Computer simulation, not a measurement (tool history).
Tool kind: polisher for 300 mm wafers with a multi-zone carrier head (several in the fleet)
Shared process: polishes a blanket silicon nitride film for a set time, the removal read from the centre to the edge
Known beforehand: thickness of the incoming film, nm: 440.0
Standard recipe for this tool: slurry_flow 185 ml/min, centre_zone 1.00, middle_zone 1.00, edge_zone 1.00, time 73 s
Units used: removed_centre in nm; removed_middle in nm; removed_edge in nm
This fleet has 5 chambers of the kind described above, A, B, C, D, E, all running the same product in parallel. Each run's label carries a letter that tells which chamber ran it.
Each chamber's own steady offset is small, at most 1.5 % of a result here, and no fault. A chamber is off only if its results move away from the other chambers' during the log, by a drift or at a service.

| run | hour | slurry_flow | centre_zone | middle_zone | edge_zone | time | removed_centre | removed_middle | removed_edge |
|---|---|---|---|---|---|---|---|---|---|
| 1A | 3.4 | 185 | 1.00 | 1.00 | 1.00 | 73 | 146.15 | 146.11 | 143.42 |
|  | 5.0 | chamber B: edge zone pressure recalibrated |
| 2D | 6.1 | 185 | 1.00 | 1.00 | 1.00 | 73 | 146.98 | 147.23 | 149.81 |
| 3C | 9.9 | 185 | 1.00 | 1.00 | 1.00 | 73 | 148.59 | 148.36 | 149.51 |
| 4B | 14.6 | 185 | 1.00 | 1.00 | 1.00 | 73 | 142.09 | 145.53 | 144.75 |
|  | 16.0 | chamber E: worn pad replaced by a new one |
| 5E | 17.8 | 185 | 1.11 | 1.00 | 1.00 | 73 | 168.33 | 148.46 | 143.62 |
| 6A | 20.6 | 185 | 1.11 | 1.00 | 1.00 | 73 | 164.77 | 145.73 | 146.65 |
| 7B | 25.3 | 185 | 1.11 | 1.00 | 1.00 | 73 | 160.91 | 143.65 | 146.58 |
| 8D | 28.3 | 185 | 1.11 | 1.00 | 1.00 | 73 | 167.20 | 146.94 | 142.31 |
| 9E | 30.6 | 185 | 1.11 | 1.00 | 1.00 | 73 | 166.86 | 147.13 | 144.47 |
| 10C | 33.5 | 185 | 1.00 | 1.00 | 1.00 | 73 | 142.41 | 148.36 | 146.49 |
| 11D | 36.3 | 185 | 1.00 | 1.07 | 0.96 | 73 | 145.01 | 156.64 | 142.00 |
|  | 38.7 | chamber B: worn pad replaced by a new one |
| 12B | 39.0 | 185 | 1.00 | 1.07 | 0.96 | 73 | 143.62 | 155.20 | 142.76 |
| 13C | 43.5 | 185 | 1.00 | 1.07 | 0.96 | 73 | 148.22 | 154.10 | 144.72 |
| 14E | 48.4 | 185 | 1.00 | 1.07 | 0.96 | 73 | 144.95 | 157.71 | 146.85 |
| 15A | 52.6 | 185 | 1.00 | 1.07 | 0.96 | 73 | 150.04 | 155.99 | 142.12 |
| 16C | 54.9 | 185 | 1.00 | 1.00 | 1.00 | 73 | 145.90 | 147.16 | 148.64 |
| 17B | 59.5 | 185 | 1.00 | 0.94 | 1.00 | 73 | 143.51 | 141.14 | 146.15 |
| 18D | 61.7 | 185 | 1.00 | 0.94 | 1.00 | 73 | 147.71 | 136.93 | 149.01 |
| 19E | 66.0 | 185 | 1.00 | 0.94 | 1.00 | 73 | 148.91 | 139.12 | 147.96 |
| 20A | 70.9 | 185 | 1.00 | 0.94 | 1.00 | 73 | 152.83 | 139.53 | 147.58 |
| 21C | 74.2 | 185 | 1.00 | 0.94 | 1.00 | 73 | 145.54 | 138.73 | 145.33 |
| 22B | 77.6 | 185 | 1.00 | 1.00 | 1.00 | 73 | 148.16 | 146.92 | 144.81 |
| 23E | 80.2 | 185 | 1.00 | 1.00 | 1.00 | 73 | 145.07 | 146.39 | 146.72 |
|  | 83.5 | chamber C: worn pad replaced by a new one |
| 24D | 83.7 | 185 | 1.00 | 1.00 | 1.00 | 73 | 144.96 | 147.80 | 148.30 |
|  | 88.1 | chamber B: slurry nozzle cleaned |
| 25A | 88.1 | 185 | 1.00 | 1.00 | 1.00 | 73 | 157.66 | 145.46 | 151.40 |
| 26A | 91.3 | 185 | 1.00 | 1.00 | 1.00 | 73 | 157.72 | 145.36 | 147.64 |
| 27E | 95.1 | 185 | 1.00 | 1.00 | 1.00 | 73 | 145.97 | 146.79 | 145.53 |
| 28B | 97.7 | 185 | 1.00 | 1.00 | 1.00 | 73 | 144.43 | 147.05 | 145.51 |
| 29C | 100.7 | 185 | 1.05 | 1.00 | 0.91 | 73 | 155.57 | 147.56 | 139.56 |
| 30D | 103.7 | 185 | 1.05 | 1.00 | 0.91 | 73 | 152.51 | 148.65 | 137.68 |
|  | 106.2 | chamber A: worn pad replaced by a new one |
| 31E | 107.3 | 185 | 1.05 | 1.00 | 0.91 | 73 | 155.18 | 147.25 | 138.03 |
|  | 109.3 | chamber A: slurry nozzle cleaned |
| 32D | 111.9 | 185 | 1.05 | 1.00 | 0.91 | 73 | 155.48 | 147.85 | 139.94 |
| 33C | 116.4 | 185 | 1.05 | 1.00 | 0.91 | 73 | 154.72 | 146.10 | 139.15 |
| 34A | 121.5 | 185 | 1.00 | 1.00 | 1.00 | 73 | 161.45 | 145.12 | 149.95 |
| 35B | 125.3 | 185 | 1.00 | 1.00 | 1.00 | 73 | 146.69 | 146.13 | 143.12 |
|  | 126.5 | chamber D: worn pad replaced by a new one |
| 36D | 129.1 | 185 | 1.00 | 1.00 | 1.00 | 73 | 145.27 | 147.63 | 140.74 |

All 5 chambers run these settings next. Forecast each chamber's results:
| 37A | 132.7 | 185 | 1.00 | 1.00 | 1.00 | 91 | ? | ? | ? |
| 37B | 132.7 | 185 | 1.00 | 1.00 | 1.00 | 91 | ? | ? | ? |
| 37C | 132.7 | 185 | 1.00 | 1.00 | 1.00 | 91 | ? | ? | ? |
| 37D | 132.7 | 185 | 1.00 | 1.00 | 1.00 | 91 | ? | ? | ? |
| 37E | 132.7 | 185 | 1.00 | 1.00 | 1.00 | 91 | ? | ? | ? |

| run | removed_centre | removed_middle | removed_edge |
|---|---|---|---|
| 37A | 199.56 | 182.60 | 182.46 |
| 37B | 182.14 | 182.55 | 185.03 |
| 37C | 179.89 | 182.81 | 180.76 |
| 37D | 182.75 | 179.28 | 175.47 |
| 37E | 183.17 | 183.46 | 185.54 |

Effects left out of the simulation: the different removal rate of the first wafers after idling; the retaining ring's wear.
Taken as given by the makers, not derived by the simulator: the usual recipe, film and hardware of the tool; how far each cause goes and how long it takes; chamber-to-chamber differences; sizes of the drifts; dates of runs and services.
